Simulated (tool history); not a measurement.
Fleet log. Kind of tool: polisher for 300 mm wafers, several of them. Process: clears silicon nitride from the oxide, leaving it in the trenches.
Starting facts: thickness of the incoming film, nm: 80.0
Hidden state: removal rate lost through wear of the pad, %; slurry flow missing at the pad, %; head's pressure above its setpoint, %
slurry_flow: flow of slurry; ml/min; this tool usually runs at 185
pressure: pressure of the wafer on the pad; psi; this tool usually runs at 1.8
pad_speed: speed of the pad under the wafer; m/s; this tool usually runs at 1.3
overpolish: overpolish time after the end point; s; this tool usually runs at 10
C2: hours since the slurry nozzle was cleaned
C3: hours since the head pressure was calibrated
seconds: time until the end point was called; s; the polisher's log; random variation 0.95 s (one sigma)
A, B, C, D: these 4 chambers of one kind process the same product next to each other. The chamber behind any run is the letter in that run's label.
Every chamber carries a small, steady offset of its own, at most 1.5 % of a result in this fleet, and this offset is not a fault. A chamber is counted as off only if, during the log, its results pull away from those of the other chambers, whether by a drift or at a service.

Run 1B, hour 5.2: usual settings; wafers polished on this pad 117; C2 107.2; C3 15.1. Result: seconds 109.54 s.
At hour 12.4: chamber D: worn pad replaced by a new one.
Run 2A, hour 12.6: usual settings; wafers polished on this pad 311; C2 100; C3 361.4. Result: seconds 107.06 s.
Run 3C, hour 19.6: usual settings; wafers polished on this pad 438; C2 367.9; C3 1487.3. Result: seconds 108.4 s.
Run 4D, hour 26: usual settings; wafers polished on this pad 151; C2 461.7; C3 264.6. Result: seconds 109.86 s.
Run 5D, hour 32.2: usual settings but overpolish 7 s; wafers polished on this pad 220; C2 467.9; C3 270.8. Result: seconds 111.06 s.
Run 6B, hour 38.2: usual settings but overpolish 7 s; wafers polished on this pad 484; C2 140.2; C3 48.1. Result: seconds 111.93 s.
At hour 43.2: chamber A: worn pad replaced by a new one.
Run 7C, hour 44.1: usual settings but overpolish 7 s; wafers polished on this pad 711; C2 392.4; C3 1511.8. Result: seconds 107.97 s.
Run 8A, hour 50.6: usual settings but overpolish 7 s; wafers polished on this pad 82; C2 138; C3 399.4. Result: seconds 108.24 s.
Run 9D, hour 54.6: usual settings but pressure 1.2 psi, pad_speed 1.12 m/s; wafers polished on this pad 469; C2 490.3; C3 293.2. Result: seconds 192.66 s.
Run 10B, hour 62.3: usual settings but pressure 1.2 psi, pad_speed 1.12 m/s; wafers polished on this pad 752; C2 164.3; C3 72.2. Result: seconds 192.67 s.
At hour 67.2: chamber D: worn pad replaced by a new one.
Run 11A, hour 70.9: usual settings but pressure 1.2 psi, pad_speed 1.12 m/s; wafers polished on this pad 308; C2 158.3; C3 419.7. Result: seconds 189.78 s.
At hour 73.1: chamber B: worn pad replaced by a new one.
At hour 73.6: chamber C: head pressure recalibrated.
Run 12C, hour 78: usual settings but pressure 1.2 psi, pad_speed 1.12 m/s; wafers polished on this pad 1088; C2 426.3; C3 4.4. Result: seconds 192.05 s.
Run 13B, hour 85.7: usual settings; wafers polished on this pad 140; C2 187.7; C3 95.6. Result: seconds 110.28 s.
At hour 90.7: chamber C: worn pad replaced by a new one.
Run 14C, hour 90.9: usual settings; wafers polished on this pad 2; C2 439.2; C3 17.3. Result: seconds 108.86 s.
Run 15D, hour 94.8: usual settings; wafers polished on this pad 307; C2 530.5; C3 333.4. Result: seconds 109.16 s.
Run 16A, hour 102.8: usual settings; wafers polished on this pad 663; C2 190.2; C3 451.6. Result: seconds 108.36 s.
Run 17C, hour 107: usual settings; wafers polished on this pad 181; C2 455.3; C3 33.4. Result: seconds 109.6 s.
Run 18A, hour 115: usual settings; wafers polished on this pad 798; C2 202.4; C3 463.8. Result: seconds 108.29 s.
At hour 118.1: chamber A: worn pad replaced by a new one.
Run 19B, hour 120.5: usual settings; wafers polished on this pad 527; C2 222.5; C3 130.4. Result: seconds 109.45 s.
Run 20D, hour 127.9: usual settings; wafers polished on this pad 675; C2 563.6; C3 366.5. Result: seconds 108.86 s.
At hour 131.3: chamber D: worn pad replaced by a new one.
Run 21D, hour 136: usual settings; wafers polished on this pad 52; C2 571.7; C3 374.6. Result: seconds 108.59 s.
At hour 137: chamber C: slurry nozzle cleaned.
Run 22C, hour 143.8: usual settings but slurry_flow 210 ml/min, overpolish 8 s; wafers polished on this pad 591; C2 6.8; C3 70.2. Result: seconds 108.43 s.
Run 23B, hour 151.4: usual settings but slurry_flow 210 ml/min, overpolish 8 s; wafers polished on this pad 871; C2 253.4; C3 161.3. Result: seconds 107.17 s.
Run 24A, hour 155.4: usual settings but slurry_flow 210 ml/min, overpolish 8 s; wafers polished on this pad 415; C2 242.8; C3 504.2. Result: seconds 106.97 s.
Run 25D, hour 162.5: usual settings but slurry_flow 210 ml/min, overpolish 8 s; wafers polished on this pad 347; C2 598.2; C3 401.1. Result: seconds 107.66 s.
Run 26A, hour 167.7: usual settings; wafers polished on this pad 552; C2 255.1; C3 516.5. Result: seconds 107.54 s.
At hour 172.6: chamber B: worn pad replaced by a new one.
At hour 174.4: chamber C: worn pad replaced by a new one.
Run 27B, hour 174.8: usual settings; wafers polished on this pad 24; C2 276.8; C3 184.7. Result: seconds 110.61 s.
Run 28C, hour 179.3: usual settings; wafers polished on this pad 55; C2 42.3; C3 105.7. Result: seconds 109.13 s.
Run 29C, hour 184.3: usual settings; wafers polished on this pad 110; C2 47.3; C3 110.7. Result: seconds 108.64 s.
At hour 185.5: chamber D: worn pad replaced by a new one.
At hour 186.3: chamber A: worn pad replaced by a new one.
Run 30A, hour 191.7: usual settings; wafers polished on this pad 60; C2 279.1; C3 540.5. Result: seconds 109.09 s.
Run 31B, hour 199.2: usual settings; wafers polished on this pad 296; C2 301.2; C3 209.1. Result: seconds 109.32 s.
Run 32D, hour 206.1: usual settings; wafers polished on this pad 229; C2 641.8; C3 444.7. Result: seconds 109.66 s.
Run 33A, hour 210.7: usual settings; wafers polished on this pad 272; C2 298.1; C3 559.5. Result: seconds 108.74 s.

Is one chamber out of step, is the gauge drifting, or do the chambers differ by no more than their own small offsets? For an off chamber, give its letter and the likeliest cause.

Neither any chamber nor the gauge drifts; the chambers differ only by their own small, steady offsets.

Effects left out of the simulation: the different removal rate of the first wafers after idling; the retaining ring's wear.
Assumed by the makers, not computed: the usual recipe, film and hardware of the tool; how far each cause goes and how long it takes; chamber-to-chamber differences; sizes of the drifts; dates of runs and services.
